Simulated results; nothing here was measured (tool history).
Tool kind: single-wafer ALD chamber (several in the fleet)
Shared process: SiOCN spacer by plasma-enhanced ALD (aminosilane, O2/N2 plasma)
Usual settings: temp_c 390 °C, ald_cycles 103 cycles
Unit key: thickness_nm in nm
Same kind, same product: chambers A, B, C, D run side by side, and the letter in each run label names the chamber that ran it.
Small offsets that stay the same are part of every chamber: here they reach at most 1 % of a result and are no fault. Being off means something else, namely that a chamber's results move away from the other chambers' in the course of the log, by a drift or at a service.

run   hour  temp_c  ald_cycles  hours since the last thermocouple change  read-back reference wafer on the same gauge, thickness_nm  thickness_nm
 1B    8.4     390         103                                    1170.9                                                     5.0092        6.1960
 2A   14.1     390         103                                     305.6                                                     5.0094        6.2182
 3D   22.4     390         103                                    1323.2                                                     5.0084        6.1472
 4C   26.9     390         103                                    1649.9                                                     5.0069        6.2020
 5D   32.9     390         103                                    1333.7                                                     5.0080        6.1457
 6C   40.6     390          92                                    1663.6                                                     5.0063        5.5354
 7A   49.1     390          92                                     340.6                                                     5.0063        5.5393
 8B   56.3     390          92                                    1218.8                                                     5.0053        5.5216
 9A   65.0     390          92                                     356.5                                                     5.0040        5.5491
10D   72.3     390         103                                    1373.1                                                     5.0030        6.1393
11C   77.8     390         103                                    1700.8                                                     5.0019        6.1878
12B   86.4     390         103                                    1248.9                                                     5.0027        6.1652
13A   92.8     382         103                                     384.3                                                     5.0007        6.2120
14B   99.9     382         103                                    1262.4                                                     4.9997        6.1765
15C  104.3     382         103                                    1727.3                                                     4.9978        6.1944
16D  109.8     382         103                                    1410.6                                                     4.9987        6.1552
17C  117.2     390         103                                    1740.2                                                     4.9983        6.1934
18D  124.2     390         103                                    1425.0                                                     4.9991        6.1406
19B  132.2     390         103                                    1294.7                                                     4.9957        6.1668
20A  137.9     390         103                                     429.4                                                     4.9959        6.2146
21B  142.2     390         103                                    1304.7                                                     4.9952        6.1538
22A  150.8     390         103                                     442.3                                                     4.9949        6.2046
23D  157.6     390         103                                    1458.4                                                     4.9941        6.1446
24C  165.0     390         103                                    1788.0                                                     4.9932        6.1852
25D  172.3     390         103                                    1473.1                                                     4.9917        6.1293
26A  178.0     390         103                                     469.5                                                     4.9917        6.1853
27C  186.9     390         103                                    1809.9                                                     4.9920        6.1889
28B  194.0     390         103                                    1356.5                                                     4.9906        6.1563
29A  200.2     390         103                                     491.7                                                     4.9894        6.1915
30D  209.5     390         103                                    1510.3                                                     4.9900        6.1333
31C  215.6     390         103                                    1838.6                                                     4.9883        6.1662
32B  224.0     376         123                                    1386.5                                                     4.9884        7.3625

Has any chamber moved away from the others, gradually or after a service, or does the common gauge drift, or do the chambers differ only by their own small steady offsets? State the chamber and the most likely cause if one applies.

Every chamber seems to shift together because the gauge that measures them all drifts; the chambers themselves are fine.
Likeliest cause: gauge reads low (%) = 0.456.
